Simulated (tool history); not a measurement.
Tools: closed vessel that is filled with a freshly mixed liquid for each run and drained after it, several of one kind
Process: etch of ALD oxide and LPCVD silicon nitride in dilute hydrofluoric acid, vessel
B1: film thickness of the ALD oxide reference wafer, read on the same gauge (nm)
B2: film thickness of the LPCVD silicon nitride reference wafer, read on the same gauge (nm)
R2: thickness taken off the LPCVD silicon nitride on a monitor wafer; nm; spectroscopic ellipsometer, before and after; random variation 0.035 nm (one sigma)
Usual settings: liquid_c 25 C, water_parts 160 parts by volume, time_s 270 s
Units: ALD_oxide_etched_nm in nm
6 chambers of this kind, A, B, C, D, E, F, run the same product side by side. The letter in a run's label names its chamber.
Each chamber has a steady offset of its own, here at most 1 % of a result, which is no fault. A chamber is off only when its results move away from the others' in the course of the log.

{"run": "1F", "day": 0.283, "liquid_c": 25, "water_parts": 160, "time_s": 270, "B1": 100, "B2": 60.008, "ALD_oxide_etched_nm": 33.364, "R2": 0.94922}
{"day": 0.329, "done": "chamber D: hydrofluoric acid flow meter replaced"}
{"run": "2C", "day": 0.621, "liquid_c": 25, "water_parts": 160, "time_s": 270, "B1": 100, "B2": 60.01, "ALD_oxide_etched_nm": 32.55, "R2": 0.90734}
{"run": "3D", "day": 1.033, "liquid_c": 25, "water_parts": 160, "time_s": 270, "B1": 99.986, "B2": 60.009, "ALD_oxide_etched_nm": 32.862, "R2": 0.96288}
{"run": "4E", "day": 1.3, "liquid_c": 25, "water_parts": 160, "time_s": 270, "B1": 100, "B2": 59.952, "ALD_oxide_etched_nm": 33.017, "R2": 0.87652}
{"run": "5B", "day": 1.638, "liquid_c": 25, "water_parts": 160, "time_s": 270, "B1": 100.02, "B2": 59.983, "ALD_oxide_etched_nm": 33.252, "R2": 0.8769}
{"run": "6A", "day": 1.879, "liquid_c": 25, "water_parts": 160, "time_s": 270, "B1": 100.02, "B2": 60.01, "ALD_oxide_etched_nm": 33.157, "R2": 0.93714}
{"run": "7D", "day": 2.275, "liquid_c": 25, "water_parts": 160, "time_s": 270, "B1": 100, "B2": 60.009, "ALD_oxide_etched_nm": 32.533, "R2": 0.87385}
{"day": 2.346, "done": "chamber F: hydrofluoric acid flow meter replaced"}
{"run": "8E", "day": 2.662, "liquid_c": 25, "water_parts": 160, "time_s": 270, "B1": 100, "B2": 59.985, "ALD_oxide_etched_nm": 33.142, "R2": 0.95966}
{"run": "9B", "day": 3.025, "liquid_c": 25, "water_parts": 195, "time_s": 270, "B1": 99.994, "B2": 59.99, "ALD_oxide_etched_nm": 26.208, "R2": 0.7221}
{"day": 3.317, "done": "chamber A: thermometer replaced"}
{"run": "10F", "day": 3.379, "liquid_c": 25, "water_parts": 195, "time_s": 270, "B1": 100.02, "B2": 59.988, "ALD_oxide_etched_nm": 25.978, "R2": 0.77594}
{"run": "11A", "day": 3.671, "liquid_c": 25, "water_parts": 195, "time_s": 270, "B1": 99.993, "B2": 60.036, "ALD_oxide_etched_nm": 25.868, "R2": 0.77219}
{"run": "12C", "day": 3.938, "liquid_c": 25, "water_parts": 195, "time_s": 270, "B1": 99.993, "B2": 60.045, "ALD_oxide_etched_nm": 25.317, "R2": 0.78201}
{"run": "13E", "day": 4.204, "liquid_c": 25, "water_parts": 195, "time_s": 270, "B1": 100, "B2": 60.001, "ALD_oxide_etched_nm": 25.98, "R2": 0.75078}
{"run": "14A", "day": 4.579, "liquid_c": 25, "water_parts": 195, "time_s": 270, "B1": 100.01, "B2": 60.024, "ALD_oxide_etched_nm": 25.439, "R2": 0.72728}
{"day": 4.917, "done": "chamber E: hydrofluoric acid flow meter replaced"}
{"run": "15C", "day": 5.062, "liquid_c": 25, "water_parts": 160, "time_s": 270, "B1": 100, "B2": 59.998, "ALD_oxide_etched_nm": 33.005, "R2": 0.88386}
{"run": "16B", "day": 5.454, "liquid_c": 25, "water_parts": 160, "time_s": 270, "B1": 100.01, "B2": 59.988, "ALD_oxide_etched_nm": 33.628, "R2": 0.92392}
{"run": "17D", "day": 5.862, "liquid_c": 25, "water_parts": 160, "time_s": 270, "B1": 99.999, "B2": 59.965, "ALD_oxide_etched_nm": 32.586, "R2": 0.92242}
{"run": "18F", "day": 6.242, "liquid_c": 25, "water_parts": 160, "time_s": 270, "B1": 100.01, "B2": 60.029, "ALD_oxide_etched_nm": 32.713, "R2": 0.91797}
{"run": "19B", "day": 6.621, "liquid_c": 25, "water_parts": 160, "time_s": 270, "B1": 99.997, "B2": 60.016, "ALD_oxide_etched_nm": 33.937, "R2": 0.91135}
{"run": "20D", "day": 6.875, "liquid_c": 25, "water_parts": 160, "time_s": 270, "B1": 99.985, "B2": 59.979, "ALD_oxide_etched_nm": 32.743, "R2": 0.95939}
{"run": "21F", "day": 7.204, "liquid_c": 25, "water_parts": 160, "time_s": 270, "B1": 99.976, "B2": 59.988, "ALD_oxide_etched_nm": 32.848, "R2": 0.85401}
{"run": "22C", "day": 7.529, "liquid_c": 25, "water_parts": 160, "time_s": 270, "B1": 100.01, "B2": 59.983, "ALD_oxide_etched_nm": 32.124, "R2": 0.88868}
{"run": "23A", "day": 7.746, "liquid_c": 25, "water_parts": 160, "time_s": 270, "B1": 99.989, "B2": 59.99, "ALD_oxide_etched_nm": 32.496, "R2": 0.95674}
{"run": "24E", "day": 7.962, "liquid_c": 28, "water_parts": 160, "time_s": 350, "B1": 99.988, "B2": 60.007, "ALD_oxide_etched_nm": 47.876, "R2": 1.3123}
{"run": "25D", "day": 8.3, "liquid_c": 28, "water_parts": 160, "time_s": 350, "B1": 99.991, "B2": 60, "ALD_oxide_etched_nm": 47.762, "R2": 1.486}
{"run": "26B", "day": 8.721, "liquid_c": 28, "water_parts": 160, "time_s": 350, "B1": 99.988, "B2": 59.992, "ALD_oxide_etched_nm": 49.687, "R2": 1.5312}
{"run": "27A", "day": 8.979, "liquid_c": 28, "water_parts": 160, "time_s": 350, "B1": 99.993, "B2": 60.024, "ALD_oxide_etched_nm": 47.58, "R2": 1.5157}
{"run": "28F", "day": 9.204, "liquid_c": 28, "water_parts": 160, "time_s": 350, "B1": 99.999, "B2": 60.004, "ALD_oxide_etched_nm": 46.595, "R2": 1.388}
{"run": "29E", "day": 9.617, "liquid_c": 28, "water_parts": 160, "time_s": 350, "B1": 100, "B2": 59.982, "ALD_oxide_etched_nm": 47.848, "R2": 1.4349}
{"run": "30C", "day": 9.954, "liquid_c": 25, "water_parts": 160, "time_s": 270, "B1": 100, "B2": 59.993, "ALD_oxide_etched_nm": 33.049, "R2": 0.86957}
{"run": "31A", "day": 10.196, "liquid_c": 25, "water_parts": 160, "time_s": 270, "B1": 100.01, "B2": 60, "ALD_oxide_etched_nm": 32.71, "R2": 0.90283}
{"run": "32E", "day": 10.467, "liquid_c": 25, "water_parts": 160, "time_s": 270, "B1": 99.993, "B2": 59.992, "ALD_oxide_etched_nm": 32.98, "R2": 0.85519}
{"day": 10.671, "done": "chamber C: hydrofluoric acid flow meter replaced"}
{"run": "33C", "day": 10.867, "liquid_c": 25, "water_parts": 160, "time_s": 270, "B1": 99.993, "B2": 60.013, "ALD_oxide_etched_nm": 32.727, "R2": 0.91368}
{"run": "34F", "day": 11.183, "liquid_c": 25, "water_parts": 160, "time_s": 270, "B1": 99.988, "B2": 60.006, "ALD_oxide_etched_nm": 32.359, "R2": 0.94288}
{"run": "35B", "day": 11.55, "liquid_c": 25, "water_parts": 160, "time_s": 270, "B1": 99.991, "B2": 59.982, "ALD_oxide_etched_nm": 35.275, "R2": 0.97678}
{"run": "36D", "day": 11.842, "liquid_c": 25, "water_parts": 160, "time_s": 270, "B1": 100.01, "B2": 59.997, "ALD_oxide_etched_nm": 33.107, "R2": 0.92129}
{"run": "37D", "day": 12.096, "liquid_c": 25, "water_parts": 160, "time_s": 270, "B1": 100, "B2": 60.042, "ALD_oxide_etched_nm": 32.687, "R2": 0.93192}
{"run": "38B", "day": 12.421, "liquid_c": 25, "water_parts": 160, "time_s": 270, "B1": 100, "B2": 60.016, "ALD_oxide_etched_nm": 35.621, "R2": 0.92614}
{"run": "39F", "day": 12.85, "liquid_c": 25, "water_parts": 160, "time_s": 270, "B1": 99.978, "B2": 59.999, "ALD_oxide_etched_nm": 32.057, "R2": 0.90993}
{"run": "40C", "day": 13.071, "liquid_c": 25, "water_parts": 160, "time_s": 270, "B1": 99.996, "B2": 59.999, "ALD_oxide_etched_nm": 32.327, "R2": 0.92453}

Next, every chamber runs the same settings. What will each give?
{"run": "41A", "day": 13.425, "liquid_c": 25, "water_parts": 160, "time_s": 120, "ALD_oxide_etched_nm": "?", "R2": "?"}
{"run": "41B", "day": 13.425, "liquid_c": 25, "water_parts": 160, "time_s": 120, "ALD_oxide_etched_nm": "?", "R2": "?"}
{"run": "41C", "day": 13.425, "liquid_c": 25, "water_parts": 160, "time_s": 120, "ALD_oxide_etched_nm": "?", "R2": "?"}
{"run": "41D", "day": 13.425, "liquid_c": 25, "water_parts": 160, "time_s": 120, "ALD_oxide_etched_nm": "?", "R2": "?"}
{"run": "41E", "day": 13.425, "liquid_c": 25, "water_parts": 160, "time_s": 120, "ALD_oxide_etched_nm": "?", "R2": "?"}
{"run": "41F", "day": 13.425, "liquid_c": 25, "water_parts": 160, "time_s": 120, "ALD_oxide_etched_nm": "?", "R2": "?"}

run=41A ALD_oxide_etched_nm=14.586 R2=0.37459
run=41B ALD_oxide_etched_nm=15.722 R2=0.41395
run=41C ALD_oxide_etched_nm=14.32 R2=0.41151
run=41D ALD_oxide_etched_nm=14.411 R2=0.40992
run=41E ALD_oxide_etched_nm=14.979 R2=0.40304
run=41F ALD_oxide_etched_nm=14.651 R2=0.39449
